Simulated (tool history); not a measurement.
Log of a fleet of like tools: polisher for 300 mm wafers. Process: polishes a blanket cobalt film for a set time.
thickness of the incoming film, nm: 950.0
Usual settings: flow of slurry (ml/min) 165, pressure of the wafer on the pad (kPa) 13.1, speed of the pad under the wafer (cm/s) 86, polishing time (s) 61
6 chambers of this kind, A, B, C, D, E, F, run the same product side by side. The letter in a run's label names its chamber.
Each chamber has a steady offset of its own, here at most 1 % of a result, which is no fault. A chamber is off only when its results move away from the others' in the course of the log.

run     day  flow of slurry (ml/min)  pressure of the wafer on the pad (kPa)  speed of the pad under the wafer (cm/s)  polishing time (s)  film removed (nm)
 1A   0.433                      165                                    13.1                                       86                  61             256.08
      0.529  -- chamber F: slurry nozzle cleaned
      0.562  -- chamber D: head pressure recalibrated
 2C   0.883                      165                                    13.1                                       86                  61             255.53
      0.929  -- chamber E: worn pad replaced by a new one
 3B   1.333                      165                                    13.1                                       86                  61             251.70
      1.858  -- chamber F: worn pad replaced by a new one
 4F   1.867                      165                                    13.1                                       86                  61             244.99
      2.096  -- chamber A: worn pad replaced by a new one
 5D   2.304                      165                                    13.1                                       86                  61             253.71
      2.679  -- chamber B: worn pad replaced by a new one
 6E   2.688                      165                                    13.1                                       86                  61             250.63
 7B   2.988                      165                                    13.1                                       86                  61             251.10
 8D   3.525                      165                                    13.1                                       86                  61             248.68
 9F   3.808                      165                                    13.1                                       86                  61             254.37
      3.925  -- chamber A: slurry nozzle cleaned
10E   4.383                      165                                    13.1                                       86                  52             215.43
      4.783  -- chamber D: slurry nozzle cleaned
11C   4.958                      165                                    13.1                                       86                  52             219.45
      5.075  -- chamber D: worn pad replaced by a new one
12A   5.579                      165                                    13.1                                       86                  52             219.63
      5.950  -- chamber B: worn pad replaced by a new one
      6.112  -- chamber E: worn pad replaced by a new one
13D   6.200                      165                                    13.1                                       86                  52             213.66
      6.304  -- chamber A: worn pad replaced by a new one
14B   6.729                      165                                    13.1                                       86                  52             214.30
      7.004  -- chamber C: worn pad replaced by a new one
15A   7.333                      165                                    13.1                                       86                  52             222.16
16C   7.696                      185                                    13.1                                       86                  61             262.84
17F   8.050                      185                                    13.1                                       86                  61             253.26
18E   8.596                      185                                    13.1                                       86                  61             265.25
19C   8.975                      185                                    13.1                                       86                  61             253.00
      9.162  -- chamber F: worn pad replaced by a new one
20D   9.354                      185                                    13.1                                       86                  61             256.39
21F   9.671                      185                                    13.1                                       86                  61             252.33
      9.842  -- chamber A: worn pad replaced by a new one
     10.067  -- chamber B: worn pad replaced by a new one
     10.129  -- chamber E: worn pad replaced by a new one
22A  10.238                      165                                    13.1                                       86                  61             253.44
23E  10.750                      165                                    13.1                                       86                  61             253.71
     10.754  -- chamber D: worn pad replaced by a new one
     11.062  -- chamber B: head pressure recalibrated
24B  11.067                      165                                    13.1                                       86                  61             223.97
25F  11.396                      165                                    13.1                                       86                  61             255.84
     11.596  -- chamber C: slurry nozzle cleaned
26C  11.712                      165                                    13.1                                       86                  61             251.72
27B  12.071                      165                                    13.1                                       86                  61             217.31
     12.175  -- chamber C: head pressure recalibrated
28E  12.521                      165                                    13.1                                       86                  61             252.38
29A  13.096                      165                                    13.1                                       86                  61             258.90
     13.283  -- chamber A: worn pad replaced by a new one
30D  13.571                      165                                    13.1                                       86                  61             251.83
31B  13.854                      165                                    13.1                                       86                  61             218.96
     14.004  -- chamber E: slurry nozzle cleaned
     14.025  -- chamber B: worn pad replaced by a new one
     14.279  -- chamber C: worn pad replaced by a new one
32F  14.408                      165                                    13.1                                       86                  61             246.95
33E  14.988                      165                                    13.1                                       86                  61             259.73
     15.121  -- chamber E: worn pad replaced by a new one
34D  15.300                      165                                    13.1                                       86                  61             256.71
35C  15.675                      165                                    13.1                                       86                  61             254.73
36A  15.962                      165                                    13.1                                       86                  61             253.13
37E  16.462                      165                                    13.1                                       86                  61             258.45
     16.479  -- chamber A: worn pad replaced by a new one
38D  16.958                      165                                    13.1                                       86                  61             249.33
39A  17.321                      165                                    13.1                                       86                  61             256.39
40C  17.792                      165                                    13.1                                       86                  61             251.44
     18.046  -- chamber B: worn pad replaced by a new one
41B  18.350                      165                                    13.1                                       86                  61             221.01

What goes on in this fleet: one chamber off, a drifting gauge, or nothing beyond the chambers' own small offsets? Name the chamber and the cause, if any.

A service left chamber B off against the others.
Cause: head's pressure below its setpoint, % = 11.9.

Here are 4 candidates for chamber B's next run, each the usual settings with a change, their results left as question marks. Which one brings its results back in line with what the others give on the usual settings?
In line means no further than this from the other chambers' mean on the usual settings: film removed (nm) 11.00
42B-1  18.800                      165                                    13.1                                       86                  57                  ?
42B-2  18.800                      165                                    15.2                                       86                  61                  ?
42B-3  18.800                      165                                    13.1                                       86                  65                  ?
42B-4  18.800                      160                                    13.1                                       86                  53                  ?

The other chambers' mean on the usual settings: film removed (nm) 253.48
  run  film removed (nm)
42B-1             205.92
42B-2             255.57
42B-3             234.82
42B-4             190.48
42B-2 brings the chamber back in line.
